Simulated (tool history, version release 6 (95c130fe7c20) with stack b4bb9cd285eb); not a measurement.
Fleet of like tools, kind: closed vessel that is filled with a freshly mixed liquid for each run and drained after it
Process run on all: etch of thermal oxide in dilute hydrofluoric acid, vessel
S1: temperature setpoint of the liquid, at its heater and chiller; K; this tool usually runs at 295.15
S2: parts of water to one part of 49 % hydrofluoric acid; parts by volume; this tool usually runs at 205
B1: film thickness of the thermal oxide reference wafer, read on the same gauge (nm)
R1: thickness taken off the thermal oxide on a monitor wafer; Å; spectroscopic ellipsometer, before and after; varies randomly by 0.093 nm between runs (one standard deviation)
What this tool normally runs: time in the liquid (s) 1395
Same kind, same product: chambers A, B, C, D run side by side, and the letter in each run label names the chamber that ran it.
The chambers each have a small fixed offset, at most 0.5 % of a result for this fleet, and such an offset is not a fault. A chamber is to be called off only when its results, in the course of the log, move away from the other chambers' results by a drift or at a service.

run 1D hour=8.9 | S1=295.15 S2=205 time_in_the_liquid_(s)=1395 | B1=120.04 | R1=265.86
-- hour=12.5 chamber B: hydrofluoric acid flow meter replaced
run 2B hour=15.4 | S1=295.15 S2=205 time_in_the_liquid_(s)=1395 | B1=120.02 | R1=265.07
run 3C hour=21.8 | S1=295.15 S2=205 time_in_the_liquid_(s)=1395 | B1=119.97 | R1=266.91
run 4A hour=28.8 | S1=295.15 S2=205 time_in_the_liquid_(s)=1395 | B1=119.99 | R1=264.56
run 5D hour=38.5 | S1=293.15 S2=175 time_in_the_liquid_(s)=1395 | B1=119.96 | R1=298.55
run 6A hour=46.4 | S1=293.15 S2=175 time_in_the_liquid_(s)=1395 | B1=119.98 | R1=297.33
run 7B hour=54.1 | S1=293.15 S2=175 time_in_the_liquid_(s)=1395 | B1=119.97 | R1=295.45
run 8C hour=63.9 | S1=293.15 S2=175 time_in_the_liquid_(s)=1395 | B1=120.01 | R1=297.04
run 9D hour=73.7 | S1=295.15 S2=205 time_in_the_liquid_(s)=1395 | B1=119.99 | R1=269.69
run 10A hour=80.9 | S1=295.15 S2=205 time_in_the_liquid_(s)=1395 | B1=120.00 | R1=265.91
run 11B hour=90.2 | S1=295.15 S2=205 time_in_the_liquid_(s)=1395 | B1=120.01 | R1=265.48
run 12C hour=95.8 | S1=295.15 S2=205 time_in_the_liquid_(s)=1395 | B1=119.98 | R1=267.54
run 13A hour=105.3 | S1=295.15 S2=205 time_in_the_liquid_(s)=1395 | B1=120.04 | R1=266.86
run 14C hour=114.7 | S1=295.15 S2=205 time_in_the_liquid_(s)=1395 | B1=119.98 | R1=266.01
run 15B hour=124.1 | S1=295.15 S2=290 time_in_the_liquid_(s)=2190 | B1=120.03 | R1=270.46
-- hour=127.3 chamber C: hydrofluoric acid flow meter replaced
run 16D hour=132.3 | S1=295.15 S2=290 time_in_the_liquid_(s)=2190 | B1=120.01 | R1=275.53
run 17A hour=139.6 | S1=295.15 S2=290 time_in_the_liquid_(s)=2190 | B1=120.01 | R1=271.54
run 18B hour=144.4 | S1=295.15 S2=290 time_in_the_liquid_(s)=2190 | B1=120.04 | R1=272.50
run 19D hour=152.5 | S1=295.15 S2=205 time_in_the_liquid_(s)=1395 | B1=119.99 | R1=269.81
run 20C hour=161.3 | S1=295.15 S2=205 time_in_the_liquid_(s)=1395 | B1=119.98 | R1=264.70
-- hour=162.4 chamber A: hydrofluoric acid flow meter replaced
run 21D hour=168.7 | S1=295.15 S2=205 time_in_the_liquid_(s)=1395 | B1=120.01 | R1=271.66
run 22B hour=177.2 | S1=297.15 S2=205 time_in_the_liquid_(s)=1395 | B1=119.99 | R1=287.89
run 23A hour=186.8 | S1=297.15 S2=205 time_in_the_liquid_(s)=1395 | B1=120.01 | R1=285.28
run 24C hour=195.5 | S1=297.15 S2=205 time_in_the_liquid_(s)=1395 | B1=120.02 | R1=285.57
run 25A hour=202.2 | S1=297.15 S2=205 time_in_the_liquid_(s)=1395 | B1=119.99 | R1=286.09
run 26B hour=211.1 | S1=295.15 S2=205 time_in_the_liquid_(s)=1395 | B1=119.97 | R1=266.15
run 27D hour=220.6 | S1=295.15 S2=205 time_in_the_liquid_(s)=1395 | B1=120.00 | R1=273.76
run 28C hour=227.7 | S1=295.15 S2=205 time_in_the_liquid_(s)=1395 | B1=120.01 | R1=266.72
run 29D hour=238.3 | S1=295.15 S2=205 time_in_the_liquid_(s)=1395 | B1=119.97 | R1=273.98
run 30A hour=244.3 | S1=300.15 S2=205 time_in_the_liquid_(s)=1395 | B1=120.01 | R1=319.19

For the next run the whole fleet of 4 chambers uses the same settings. Give each chamber's results:
run 31A hour=251.9 | S1=299.65 S2=205 time_in_the_liquid_(s)=1395 | R1=?
run 31B hour=251.9 | S1=299.65 S2=205 time_in_the_liquid_(s)=1395 | R1=?
run 31C hour=251.9 | S1=299.65 S2=205 time_in_the_liquid_(s)=1395 | R1=?
run 31D hour=251.9 | S1=299.65 S2=205 time_in_the_liquid_(s)=1395 | R1=?

run=31A R1=312.05
run=31B R1=312.88
run=31C R1=314.39
run=31D R1=323.02
